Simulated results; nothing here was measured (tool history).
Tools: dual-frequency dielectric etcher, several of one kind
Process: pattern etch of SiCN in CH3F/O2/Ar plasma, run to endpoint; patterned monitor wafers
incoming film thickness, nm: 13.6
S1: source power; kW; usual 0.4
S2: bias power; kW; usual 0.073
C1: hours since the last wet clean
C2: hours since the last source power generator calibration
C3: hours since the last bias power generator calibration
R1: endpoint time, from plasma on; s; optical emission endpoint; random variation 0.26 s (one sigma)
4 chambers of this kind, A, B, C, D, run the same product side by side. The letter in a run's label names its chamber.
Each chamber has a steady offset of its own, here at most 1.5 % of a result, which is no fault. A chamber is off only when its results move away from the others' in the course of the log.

run	hour	S1	S2	C1	C2	C3	R1
1A	10.7	0.4	0.073	160.2	1646.4	1668.9	35.749
2C	18.5	0.4	0.073	312.4	2430.2	225.2	36.076
3B	24.8	0.4	0.073	247.6	1247.2	789.4	36.446
4D	35.6	0.4	0.073	276.3	375.1	2941.1	36.581
5C	45.1	0.4	0.073	339	2456.8	251.8	36.976
6D	54	0.4	0.073	294.7	393.5	2959.5	36.654
7A	60.3	0.4	0.073	209.8	1696	1718.5	35.703
8B	70.5	0.49	0.055	293.3	1292.9	835.1	36.562
9C	75.9	0.49	0.055	369.8	2487.6	282.6	36.993
10B	82.4	0.49	0.055	305.2	1304.8	847	36.805
11D	94.1	0.49	0.055	334.8	433.6	2999.6	37.693
12A	104.3	0.4	0.073	253.8	1740	1762.5	36.089
13D	116.3	0.4	0.073	357	455.8	3021.8	36.849
# hour 117.1: chamber C: wet clean of the chamber
14A	123.4	0.4	0.073	272.9	1759.1	1781.6	35.614
15B	132.8	0.4	0.073	355.6	1355.2	897.4	36.233
16C	140.4	0.4	0.073	23.4	2552.1	347.1	36.449
17B	149.2	0.4	0.073	372	1371.6	913.8	36.384
# hour 151.5: chamber D: bias power generator calibrated
18D	155.1	0.4	0.073	395.8	494.6	3.7	36.317
# hour 161.8: chamber D: wet clean of the chamber
19C	165.2	0.4	0.073	48.2	2576.9	371.9	35.829
20A	170.6	0.4	0.073	320.1	1806.3	1828.8	36.025
21B	179.1	0.34	0.067	401.9	1401.5	943.7	39.497
22D	191.2	0.34	0.067	29.5	530.7	39.8	41.533
23A	197.6	0.34	0.067	347.1	1833.3	1855.8	40.024
24C	207.7	0.34	0.067	90.7	2619.4	414.4	40.099
25A	213.2	0.4	0.073	362.7	1848.9	1871.4	35.657
26D	223.1	0.4	0.073	61.4	562.6	71.7	37.26
27C	231	0.4	0.073	114	2642.7	437.7	36.194
28B	237.2	0.4	0.073	460	1459.6	1001.8	35.968
29B	245	0.4	0.073	467.8	1467.4	1009.6	35.958
30A	255.7	0.4	0.073	405.2	1891.4	1913.9	35.566
31D	264.7	0.49	0.073	103	604.2	113.3	35.472
32C	277.2	0.49	0.073	160.2	2688.9	483.9	33.696

Is one chamber off against the others, does the gauge drift, or is nothing wrong? If a chamber is off, say which, and what the likeliest cause is.

A service left chamber D off against the others.
Cause: etch rate under this chamber's usual, % = 4.18.

Here are 4 candidates for chamber D's next run, each the usual settings with a change, their results left as question marks. Which one brings its results back in line with what the others give on the usual settings?
In line means no further than this from the other chambers' mean on the usual settings: R1 0.91 s
33D-1	286.2	0.46	0.073				?
33D-2	286.2	0.35	0.065				?
33D-3	286.2	0.4	0.093				?
33D-4	286.2	0.37	0.068				?

The other chambers' mean on the usual settings: R1 36.065 s
run	R1
33D-1	36.102
33D-2	41.648
33D-3	34.781
33D-4	40.147
33D-1 brings the chamber back in line.
